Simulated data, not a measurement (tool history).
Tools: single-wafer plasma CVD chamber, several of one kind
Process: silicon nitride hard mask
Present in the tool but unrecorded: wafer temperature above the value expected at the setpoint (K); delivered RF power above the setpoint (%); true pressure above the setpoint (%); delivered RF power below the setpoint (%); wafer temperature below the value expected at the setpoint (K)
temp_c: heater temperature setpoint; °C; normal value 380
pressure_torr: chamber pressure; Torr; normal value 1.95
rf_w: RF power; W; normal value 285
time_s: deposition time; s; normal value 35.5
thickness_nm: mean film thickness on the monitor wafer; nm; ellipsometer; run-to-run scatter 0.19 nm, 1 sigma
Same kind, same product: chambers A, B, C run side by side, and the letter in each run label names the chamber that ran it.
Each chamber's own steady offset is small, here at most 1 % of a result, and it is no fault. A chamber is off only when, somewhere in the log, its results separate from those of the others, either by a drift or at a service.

run   hour  temp_c  pressure_torr  rf_w  time_s  hours since the last thermocouple change  hours since the last RF generator calibration  hours since the last manometer calibration  read-back reference wafer on the same gauge, thickness_nm  thickness_nm
 1B    7.8     380           1.95   285    35.5                                    1420.4                                          908.6                                       158.5                                                      39.59        41.768
 2C   16.5     380           1.95   285    35.5                                     256.2                                          635.5                                        22.4                                                     39.626        41.821
 3A   21.6     380           1.95   285    35.5                                     621.2                                          806.2                                       441.4                                                     39.598        41.966
 4C   31.2     380           1.95   285    35.5                                     270.9                                          650.2                                        37.1                                                     39.638          42.2
 5B   37.8     380           1.95   285    35.5                                    1450.4                                          938.6                                       188.5                                                     39.606        42.371
 6A   42.6     380           1.95   285    35.5                                     642.2                                          827.2                                       462.4                                                     39.615        42.044
 7C   47.3     380           1.95   285    35.5                                       287                                          666.3                                        53.2                                                     39.597         41.92
 8A   52.3     380           1.95   285    35.5                                     651.9                                          836.9                                       472.1                                                     39.589        42.099
 9B   59.5     380           1.71   285    29.2                                    1472.1                                          960.3                                       210.2                                                      39.58        33.301
10B   66.1     380           1.71   285    29.2                                    1478.7                                          966.9                                       216.8                                                     39.614        32.706
11C   72.6     380           1.71   285    29.2                                     312.3                                          691.6                                        78.5                                                     39.599        33.268
12A   79.4     380           1.95   285    35.5                                       679                                            864                                       499.2                                                     39.618        41.825
13B   89.1     380           1.95   285    35.5                                    1501.7                                          989.9                                       239.8                                                     39.581        41.644
14C   98.8     380           1.95   285    35.5                                     338.5                                          717.8                                       104.7                                                     39.594        41.698
15A  105.5     380           1.95   285    35.5                                     705.1                                          890.1                                       525.3                                                     39.567        41.842
16B  114.8     380           1.95   285    35.5                                    1527.4                                         1015.6                                       265.5                                                      39.57         41.38
17A  124.6     380           1.95   285    35.5                                     724.2                                          909.2                                       544.4                                                     39.569        41.831
18C  133.3     380           1.95   285    35.5                                       373                                          752.3                                       139.2                                                     39.617        41.654
19C  139.9     380           1.95   285    35.5                                     379.6                                          758.9                                       145.8                                                     39.616        42.014
20B  147.9     380           1.95   285    35.5                                    1560.5                                         1048.7                                       298.6                                                     39.547        40.706
21A  154.7     380           1.95   285    35.5                                     754.3                                          939.3                                       574.5                                                     39.596        41.925
22B  161.8     380           1.95   285    35.5                                    1574.4                                         1062.6                                       312.5                                                     39.602        40.376
23C  167.1     380           1.95   285    35.5                                     406.8                                          786.1                                         173                                                     39.633        42.266
24A  174.8     380           1.95   285    35.5                                     774.4                                          959.4                                       594.6                                                     39.556        41.887
25A    182     380           1.95   285    35.5                                     781.6                                          966.6                                       601.8                                                      39.56        41.712
26C  190.3     380           2.19   285    35.5                                       430                                          809.3                                       196.2                                                     39.618        43.175
27B  197.1     380           2.19   285    35.5                                    1609.7                                         1097.9                                       347.8                                                      39.57        41.153
28C  205.4     380           2.19   285    35.5                                     445.1                                          824.4                                       211.3                                                       39.6        43.596
29B  212.2     380           1.95   285    35.5                                    1624.8                                           1113                                       362.9                                                      39.55        39.638
30A  221.8     380           1.95   285    35.5                                     821.4                                         1006.4                                       641.6                                                     39.648        42.152

One chamber off, gauge drift, or nothing amiss beyond the chambers' own small offsets? If it is a chamber, which one, and what is the likeliest cause?

One chamber, B, drifts off from the rest bit by bit.
Likeliest cause: delivered RF power below the setpoint (%) = 8.07.

Here are 4 candidates for chamber B's next run, each the usual settings with a change, their results left as question marks. Which one brings its results back in line with what the others give on the usual settings?
Counts as in line when no further than this from what the other chambers average on the usual settings: thickness_nm 0.67 nm
31B-1  228.8     380           2.45   285    35.5                                                                                                                                                                                                             ?
31B-2  228.8     380           1.95   280    35.5                                                                                                                                                                                                             ?
31B-3  228.8     380           1.95   290    35.9                                                                                                                                                                                                             ?
31B-4  228.8     380           1.92   275    34.2                                                                                                                                                                                                             ?

The mean the other chambers reach with the usual settings: thickness_nm 42.033 nm
  run  thickness_nm
31B-1        41.906
31B-2        39.012
31B-3        40.448
31B-4        36.945
Change 31B-1 lands the chamber within the allowed miss of the other chambers.
